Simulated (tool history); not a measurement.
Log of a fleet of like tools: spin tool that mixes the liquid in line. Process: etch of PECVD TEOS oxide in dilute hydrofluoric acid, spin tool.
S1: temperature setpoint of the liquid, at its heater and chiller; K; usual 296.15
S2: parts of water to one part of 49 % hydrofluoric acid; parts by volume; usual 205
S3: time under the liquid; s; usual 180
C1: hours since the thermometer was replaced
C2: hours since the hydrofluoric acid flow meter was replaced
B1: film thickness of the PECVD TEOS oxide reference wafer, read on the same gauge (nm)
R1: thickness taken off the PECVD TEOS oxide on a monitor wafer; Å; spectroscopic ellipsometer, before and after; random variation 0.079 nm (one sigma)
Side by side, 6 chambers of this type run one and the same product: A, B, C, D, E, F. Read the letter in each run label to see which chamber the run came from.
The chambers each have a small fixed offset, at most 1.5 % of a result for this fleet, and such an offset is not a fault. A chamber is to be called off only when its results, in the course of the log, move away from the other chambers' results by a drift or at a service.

run	day	S1	S2	S3	C1	C2	B1	R1
1D	0.162	296.15	205	180	2219.0	1563.1	50.000	116.250
2F	0.333	296.15	205	180	1329.4	705.7	50.013	118.090
3A	0.475	296.15	205	180	170.1	37.5	50.000	118.400
4C	0.658	296.15	205	180	1276.4	521.2	50.010	119.880
5B	0.850	296.15	205	180	445.9	813.9	50.024	115.440
6E	1.021	296.15	205	180	731.5	520.0	49.972	117.300
7D	1.192	296.15	205	180	2243.7	1587.8	50.000	117.920
8A	1.312	296.15	205	180	190.2	57.6	49.989	117.750
9C	1.479	299.15	205	275	1296.1	540.9	50.005	204.990
10E	1.629	299.15	205	275	746.1	534.6	49.992	200.580
11F	1.779	299.15	205	275	1364.1	740.4	50.016	199.180
12B	1.917	299.15	205	275	471.5	839.5	50.030	196.010
13B	2.083	299.15	205	275	475.5	843.5	50.016	196.790
14A	2.217	299.15	205	275	211.9	79.3	49.985	200.590
15D	2.375	296.15	205	180	2272.1	1616.2	49.984	118.920
16E	2.471	296.15	205	180	766.3	554.8	50.018	116.100
17C	2.617	296.15	205	180	1323.4	568.2	50.008	121.020
18F	2.758	296.15	205	180	1387.6	763.9	49.994	116.700
19E	2.942	296.15	205	180	777.6	566.1	50.015	118.540
20D	3.104	296.15	205	180	2289.6	1633.7	49.980	118.290
21C	3.204	296.15	205	180	1337.5	582.3	49.982	121.770
22B	3.379	296.15	205	180	506.6	874.6	49.997	113.580
23A	3.500	296.15	205	180	242.7	110.1	49.998	118.470
24F	3.679	296.15	205	180	1409.7	786.0	50.015	116.640
25F	3.846	296.15	205	180	1413.7	790.0	50.016	117.420
26A	4.054	296.15	205	180	256.0	123.4	50.018	118.470
27B	4.150	296.15	205	180	525.1	893.1	49.996	110.070
28C	4.258	296.15	205	180	1362.8	607.6	49.993	118.530
29D	4.388	296.15	205	180	2320.4	1664.5	49.991	117.130
30E	4.600	296.15	205	180	817.4	605.9	50.001	116.780
31A	4.746	296.15	205	180	272.6	140.0	50.008	116.510
32C	4.896	296.15	205	180	1378.1	622.9	49.990	119.530
33E	5.050	296.15	245	180	828.2	616.7	49.992	94.009
34D	5.171	296.15	245	180	2339.2	1683.3	49.996	95.079
35B	5.383	296.15	245	180	554.7	922.7	49.998	87.803
36F	5.538	296.15	245	180	1454.3	830.6	50.002	93.131

Next, every chamber runs the same settings. What will each give?
37A	5.692	296.15	205	75				?
37B	5.692	296.15	205	75				?
37C	5.692	296.15	205	75				?
37D	5.692	296.15	205	75				?
37E	5.692	296.15	205	75				?
37F	5.692	296.15	205	75				?

run	R1
37A	48.640
37B	45.035
37C	49.652
37D	49.372
37E	48.913
37F	48.804
